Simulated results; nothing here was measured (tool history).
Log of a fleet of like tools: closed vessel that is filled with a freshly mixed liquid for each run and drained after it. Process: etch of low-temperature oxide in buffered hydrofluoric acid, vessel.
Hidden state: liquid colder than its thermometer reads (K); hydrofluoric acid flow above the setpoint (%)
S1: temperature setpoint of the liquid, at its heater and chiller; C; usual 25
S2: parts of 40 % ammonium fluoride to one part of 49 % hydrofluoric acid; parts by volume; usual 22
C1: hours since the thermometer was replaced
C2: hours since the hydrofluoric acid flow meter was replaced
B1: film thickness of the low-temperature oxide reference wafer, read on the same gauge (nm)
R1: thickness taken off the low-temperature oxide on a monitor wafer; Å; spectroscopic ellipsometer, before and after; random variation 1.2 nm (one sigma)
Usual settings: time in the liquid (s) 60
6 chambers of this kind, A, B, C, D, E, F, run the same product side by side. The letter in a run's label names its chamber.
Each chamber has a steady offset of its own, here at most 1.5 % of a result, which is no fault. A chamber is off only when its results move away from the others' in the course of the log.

{"run": "1A", "hour": 6.2, "S1": 25, "S2": 22, "time in the liquid (s)": 60, "C1": 1607.2, "C2": 1001.3, "B1": 100.02, "R1": 1449.2}
{"run": "2E", "hour": 12.1, "S1": 25, "S2": 22, "time in the liquid (s)": 60, "C1": 998.2, "C2": 353.6, "B1": 99.98, "R1": 1470.5}
{"run": "3F", "hour": 19.4, "S1": 25, "S2": 22, "time in the liquid (s)": 60, "C1": 358.2, "C2": 187.3, "B1": 99.995, "R1": 1481}
{"run": "4C", "hour": 28.3, "S1": 25, "S2": 22, "time in the liquid (s)": 60, "C1": 685.4, "C2": 710.5, "B1": 100, "R1": 1491.1}
{"run": "5D", "hour": 36.2, "S1": 25, "S2": 22, "time in the liquid (s)": 60, "C1": 671.7, "C2": 1489.4, "B1": 100.02, "R1": 1478.3}
{"run": "6B", "hour": 45.6, "S1": 25, "S2": 22, "time in the liquid (s)": 60, "C1": 2498.7, "C2": 484.9, "B1": 99.982, "R1": 1474.9}
{"hour": 46.7, "done": "chamber B: thermometer replaced"}
{"run": "7A", "hour": 51.8, "S1": 25, "S2": 22, "time in the liquid (s)": 60, "C1": 1652.8, "C2": 1046.9, "B1": 99.999, "R1": 1450.5}
{"run": "8C", "hour": 58.9, "S1": 23.5, "S2": 25, "time in the liquid (s)": 60, "C1": 716, "C2": 741.1, "B1": 99.968, "R1": 1248.3}
{"run": "9E", "hour": 67.8, "S1": 23.5, "S2": 25, "time in the liquid (s)": 60, "C1": 1053.9, "C2": 409.3, "B1": 100.05, "R1": 1262.1}
{"run": "10F", "hour": 75.2, "S1": 23.5, "S2": 25, "time in the liquid (s)": 60, "C1": 414, "C2": 243.1, "B1": 99.981, "R1": 1252.3}
{"hour": 81.5, "done": "chamber D: thermometer replaced"}
{"run": "11B", "hour": 84.5, "S1": 23.5, "S2": 25, "time in the liquid (s)": 60, "C1": 37.8, "C2": 523.8, "B1": 99.997, "R1": 1246.3}
{"run": "12D", "hour": 89.4, "S1": 23.5, "S2": 25, "time in the liquid (s)": 60, "C1": 7.9, "C2": 1542.6, "B1": 99.965, "R1": 1258.8}
{"run": "13D", "hour": 95.2, "S1": 23.5, "S2": 25, "time in the liquid (s)": 60, "C1": 13.7, "C2": 1548.4, "B1": 100, "R1": 1255.1}
{"run": "14F", "hour": 102.4, "S1": 25, "S2": 22, "time in the liquid (s)": 60, "C1": 441.2, "C2": 270.3, "B1": 100, "R1": 1485.2}
{"run": "15A", "hour": 112.0, "S1": 25, "S2": 22, "time in the liquid (s)": 60, "C1": 1713, "C2": 1107.1, "B1": 99.979, "R1": 1446.9}
{"run": "16E", "hour": 118.4, "S1": 25, "S2": 22, "time in the liquid (s)": 60, "C1": 1104.5, "C2": 459.9, "B1": 99.987, "R1": 1492.2}
{"run": "17B", "hour": 126.6, "S1": 29.5, "S2": 22, "time in the liquid (s)": 60, "C1": 79.9, "C2": 565.9, "B1": 99.996, "R1": 1879.6}
{"run": "18C", "hour": 133.7, "S1": 29.5, "S2": 22, "time in the liquid (s)": 60, "C1": 790.8, "C2": 815.9, "B1": 99.992, "R1": 1877.8}
{"run": "19C", "hour": 139.9, "S1": 29.5, "S2": 22, "time in the liquid (s)": 60, "C1": 797, "C2": 822.1, "B1": 100.05, "R1": 1860.2}
{"run": "20E", "hour": 144.2, "S1": 29.5, "S2": 22, "time in the liquid (s)": 60, "C1": 1130.3, "C2": 485.7, "B1": 99.997, "R1": 1882.6}
{"run": "21B", "hour": 152.0, "S1": 29.5, "S2": 22, "time in the liquid (s)": 60, "C1": 105.3, "C2": 591.3, "B1": 100.05, "R1": 1882.6}
{"run": "22F", "hour": 156.2, "S1": 29.5, "S2": 22, "time in the liquid (s)": 60, "C1": 495, "C2": 324.1, "B1": 99.961, "R1": 1899.2}
{"run": "23D", "hour": 161.0, "S1": 25, "S2": 22, "time in the liquid (s)": 60, "C1": 79.5, "C2": 1614.2, "B1": 100, "R1": 1485.3}
{"run": "24A", "hour": 167.2, "S1": 25, "S2": 22, "time in the liquid (s)": 60, "C1": 1768.2, "C2": 1162.3, "B1": 100.03, "R1": 1465.8}
{"run": "25F", "hour": 173.0, "S1": 25, "S2": 22, "time in the liquid (s)": 60, "C1": 511.8, "C2": 340.9, "B1": 99.987, "R1": 1502.6}
{"run": "26B", "hour": 182.4, "S1": 25, "S2": 27.5, "time in the liquid (s)": 60, "C1": 135.7, "C2": 621.7, "B1": 100.02, "R1": 1249.7}
{"run": "27E", "hour": 189.2, "S1": 25, "S2": 27.5, "time in the liquid (s)": 60, "C1": 1175.3, "C2": 530.7, "B1": 100, "R1": 1265.9}
{"run": "28C", "hour": 193.7, "S1": 25, "S2": 27.5, "time in the liquid (s)": 60, "C1": 850.8, "C2": 875.9, "B1": 99.981, "R1": 1288.5}
{"run": "29D", "hour": 198.4, "S1": 25, "S2": 27.5, "time in the liquid (s)": 60, "C1": 116.9, "C2": 1651.6, "B1": 99.977, "R1": 1268.5}
{"hour": 202.2, "done": "chamber B: hydrofluoric acid flow meter replaced"}
{"run": "30A", "hour": 206.0, "S1": 25, "S2": 27.5, "time in the liquid (s)": 60, "C1": 1807, "C2": 1201.1, "B1": 100.03, "R1": 1229.6}
{"run": "31B", "hour": 212.6, "S1": 25, "S2": 27.5, "time in the liquid (s)": 60, "C1": 165.9, "C2": 10.4, "B1": 100.02, "R1": 1292}
{"hour": 215.4, "done": "chamber F: thermometer replaced"}
{"run": "32C", "hour": 219.4, "S1": 25, "S2": 22, "time in the liquid (s)": 60, "C1": 876.5, "C2": 901.6, "B1": 99.939, "R1": 1472.7}
{"run": "33A", "hour": 224.2, "S1": 29.5, "S2": 30, "time in the liquid (s)": 60, "C1": 1825.2, "C2": 1219.3, "B1": 99.993, "R1": 1518.1}
{"run": "34E", "hour": 229.8, "S1": 29.5, "S2": 30, "time in the liquid (s)": 60, "C1": 1215.9, "C2": 571.3, "B1": 100.04, "R1": 1517.3}
{"run": "35D", "hour": 237.5, "S1": 29.5, "S2": 30, "time in the liquid (s)": 60, "C1": 156, "C2": 1690.7, "B1": 99.985, "R1": 1517.9}
{"run": "36F", "hour": 246.3, "S1": 29.5, "S2": 30, "time in the liquid (s)": 60, "C1": 30.9, "C2": 414.2, "B1": 100.06, "R1": 1521.2}
{"run": "37B", "hour": 250.7, "S1": 29.5, "S2": 30, "time in the liquid (s)": 60, "C1": 204, "C2": 48.5, "B1": 99.983, "R1": 1521.4}
{"run": "38C", "hour": 255.9, "S1": 29.5, "S2": 30, "time in the liquid (s)": 60, "C1": 913, "C2": 938.1, "B1": 99.99, "R1": 1550.7}

What goes on in this fleet: one chamber off, a drifting gauge, or nothing beyond the chambers' own small offsets? Name the chamber and the cause, if any.

No chamber stands off beyond its own small offset, and the gauge holds steady.

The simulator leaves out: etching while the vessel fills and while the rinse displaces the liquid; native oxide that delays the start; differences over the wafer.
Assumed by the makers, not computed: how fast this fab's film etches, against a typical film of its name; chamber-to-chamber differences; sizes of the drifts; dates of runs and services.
